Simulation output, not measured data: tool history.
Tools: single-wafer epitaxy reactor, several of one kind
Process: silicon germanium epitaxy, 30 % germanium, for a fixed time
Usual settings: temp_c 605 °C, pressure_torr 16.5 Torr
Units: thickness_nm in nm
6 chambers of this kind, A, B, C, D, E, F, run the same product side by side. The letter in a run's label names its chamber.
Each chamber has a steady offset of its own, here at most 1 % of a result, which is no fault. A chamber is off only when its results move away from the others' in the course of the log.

run	day	temp_c	pressure_torr	hours since the last pyrometer calibration	hours since the last manometer calibration	read-back reference wafer on the same gauge, thickness_nm	thickness_nm
1C	0.404	605	16.5	46.5	1894.2	50.332	60.113
2D	0.812	605	16.5	2012	429	50.321	59.223
3F	1.133	605	16.5	975.4	1340.6	50.334	60.183
4E	1.467	605	16.5	1489.6	1535.1	50.233	59.843
5B	1.779	605	16.5	344.8	2590	50.26	60.266
# day 1.958: chamber B: capacitance manometer re-zeroed and calibrated
# day 1.983: chamber D: pyrometer calibrated
6A	2.017	605	16.5	290.6	622	50.343	59.618
7A	2.392	600	19.4	299.6	631	50.328	58.34
8E	2.846	600	19.4	1522.7	1568.2	50.329	58.077
9B	3.258	600	19.4	380.3	31.2	50.251	58.082
10F	3.558	600	19.4	1033.6	1398.8	50.28	58.266
11C	3.992	600	19.4	132.6	1980.3	50.303	58.995
12D	4.25	600	19.4	54.4	511.5	50.259	58.251
13E	4.696	605	16.5	1567.1	1612.6	50.341	59.865
14A	5.171	605	16.5	366.3	697.7	50.29	59.746
15B	5.429	605	16.5	432.4	83.3	50.27	59.884
16C	5.875	605	16.5	177.8	2025.5	50.311	60.302
17F	6.238	605	16.5	1097.9	1463.1	50.288	59.639
18D	6.517	605	14.5	108.8	565.9	50.303	56.708
# day 6.529: chamber F: pyrometer calibrated
19D	6.733	605	14.5	114	571.1	50.319	56.852
# day 6.817: chamber E: capacitance manometer re-zeroed and calibrated
20E	7.062	605	14.5	1623.9	6	50.293	56.61
21C	7.371	605	14.5	213.7	2061.4	50.269	57.432
22F	7.788	605	14.5	30.3	1500.3	50.302	56.895
23B	8.208	605	14.5	499.1	150	50.335	57.177
24A	8.642	605	16.5	449.6	781	50.281	59.978
25A	8.975	605	16.5	457.6	789	50.309	59.85
26C	9.246	605	16.5	258.7	2106.4	50.303	60.266
27E	9.546	605	16.5	1683.5	65.6	50.254	59.079
28B	9.812	605	16.5	537.6	188.5	50.343	60.014
29F	10.025	605	16.5	84	1554	50.302	60.13
30D	10.317	605	16.5	200	657.1	50.301	59.647
31F	10.754	605	16.5	101.5	1571.5	50.283	59.883
32D	11.212	605	16.5	221.5	678.6	50.286	59.7
33E	11.45	605	16.5	1729.2	111.3	50.302	59.699
34B	11.842	605	16.5	586.3	237.2	50.267	59.712
35A	12.304	605	16.5	537.5	868.9	50.289	59.866
36C	12.55	605	16.5	338	2185.7	50.303	60.229
37A	12.95	605	16.5	553	884.4	50.312	59.746
38C	13.412	605	16.5	358.7	2206.4	50.248	60.028

Next, every chamber runs the same settings. What will each give?
39A	13.754	605	20.4				?
39B	13.754	605	20.4				?
39C	13.754	605	20.4				?
39D	13.754	605	20.4				?
39E	13.754	605	20.4				?
39F	13.754	605	20.4				?

run	thickness_nm
39A	64.649
39B	64.851
39C	65.469
39D	65.485
39E	64.957
39F	65.041
